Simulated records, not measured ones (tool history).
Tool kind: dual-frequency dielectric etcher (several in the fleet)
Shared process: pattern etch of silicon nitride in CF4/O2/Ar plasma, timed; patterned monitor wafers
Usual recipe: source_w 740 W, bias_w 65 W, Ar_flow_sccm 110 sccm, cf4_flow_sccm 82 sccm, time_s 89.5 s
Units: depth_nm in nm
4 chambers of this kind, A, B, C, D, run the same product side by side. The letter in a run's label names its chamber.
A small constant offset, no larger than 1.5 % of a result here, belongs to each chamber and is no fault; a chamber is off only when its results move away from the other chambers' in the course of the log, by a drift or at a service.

run   hour  source_w  bias_w  Ar_flow_sccm  cf4_flow_sccm  time_s  hours since the last wet clean  hours since the last source power generator calibration  hours since the last bias power generator calibration  hours since the last Ar flow controller change  hours since the last CF4 flow controller change  read-back reference wafer on the same gauge, depth_nm  depth_nm
 1D    9.2       740      65           110             82    89.5                           291.5                                                    795.2                                                 1489.1                                          2163.5                                           2539.1                                                 243.02    252.47
 2A   16.5       740      65           110             82    89.5                           456.1                                                   4158.2                                                 3553.8                                          5297.3                                            620.3                                                 243.13    257.75
 3C   26.5       740      65           110             82    89.5                           248.7                                                   2704.6                                                 1548.7                                          1755.0                                           1195.5                                                 243.15    252.74
 4B   33.7       740      65           110             82    89.5                           373.4                                                   2618.9                                                 1639.0                                          2982.4                                            250.7                                                 243.18    254.95
 5D   44.5       740      65           110             82    89.5                           326.8                                                    830.5                                                 1524.4                                          2198.8                                           2574.4                                                 243.17    252.77
 6A   58.1       740      65           110             82    89.5                           497.7                                                   4199.8                                                 3595.4                                          5338.9                                            661.9                                                 243.41    257.95
 7C   65.4       740      65           110             82    89.5                           287.6                                                   2743.5                                                 1587.6                                          1793.9                                           1234.4                                                 243.39    253.89
 8B   78.7       740      65           110             82    89.5                           418.4                                                   2663.9                                                 1684.0                                          3027.4                                            295.7                                                 243.47    255.04
 9D   91.4       570      65           110             82    89.5                           373.7                                                    877.4                                                 1571.3                                          2245.7                                           2621.3                                                 243.46    202.50
      92.7  -- chamber B: wet clean of the chamber
10A   97.6       570      65           110             82    89.5                           537.2                                                   4239.3                                                 3634.9                                          5378.4                                            701.4                                                 243.58    206.61
     105.0  -- chamber A: Ar flow controller replaced
11B  107.1       570      65           110             82    89.5                            14.4                                                   2692.3                                                 1712.4                                          3055.8                                            324.1                                                 243.50    204.41
12C  119.7       570      65           110             82    89.5                           341.9                                                   2797.8                                                 1641.9                                          1848.2                                           1288.7                                                 243.64    202.96
13C  131.4       740      65           110             82    89.5                           353.6                                                   2809.5                                                 1653.6                                          1859.9                                           1300.4                                                 243.69    253.53
14D  138.2       740      65           110             82    89.5                           420.5                                                    924.2                                                 1618.1                                          2292.5                                           2668.1                                                 243.69    253.11
15B  151.2       740      65           110             82    89.5                            58.5                                                   2736.4                                                 1756.5                                          3099.9                                            368.2                                                 243.80    255.53
16A  159.9       740      65           110             82    89.5                           599.5                                                   4301.6                                                 3697.2                                            55.0                                            763.7                                                 243.84    258.10
17D  166.2       740      75           110             67    89.5                           448.5                                                    952.2                                                 1646.1                                          2320.5                                           2696.1                                                 243.83    262.16
18B  173.2       740      75           110             67    89.5                            80.5                                                   2758.4                                                 1778.5                                          3121.9                                            390.2                                                 243.86    263.53
19A  184.0       740      75           110             67    89.5                           623.6                                                   4325.7                                                 3721.3                                            79.1                                            787.8                                                 243.96    267.15
     192.7  -- chamber A: wet clean of the chamber
20C  197.5       740      75           110             67    89.5                           419.7                                                   2875.6                                                 1719.7                                          1926.0                                           1366.5                                                 244.02    261.77
21A  207.0       740      65           110             82   110.0                            14.4                                                   4348.7                                                 3744.3                                           102.1                                            810.8                                                 244.03    318.86
22B  220.2       740      65           110             82   110.0                           127.5                                                   2805.4                                                 1825.5                                          3168.9                                            437.2                                                 244.09    313.64
23C  226.4       740      65           110             82   110.0                           448.6                                                   2904.5                                                 1748.6                                          1954.9                                           1395.4                                                 244.17    311.79
24D  237.8       740      65           110             82   110.0                           520.1                                                   1023.8                                                 1717.7                                          2392.1                                           2767.7                                                 244.24    312.18
25B  244.9       740      65           110             82    89.5                           152.2                                                   2830.1                                                 1850.2                                          3193.6                                            461.9                                                 244.35    255.69
26A  256.5       740      65            97             70    89.5                            63.9                                                   4398.2                                                 3793.8                                           151.6                                            860.3                                                 244.36    257.59

Does one chamber stand apart from the rest, does the shared gauge drift, or is all well apart from small per-chamber offsets? Give the chamber and the most likely cause, where there is one.

Every chamber seems to shift together because the gauge that measures them all drifts; the chambers themselves are fine.
Cause: gauge reads high (%) = 0.569.
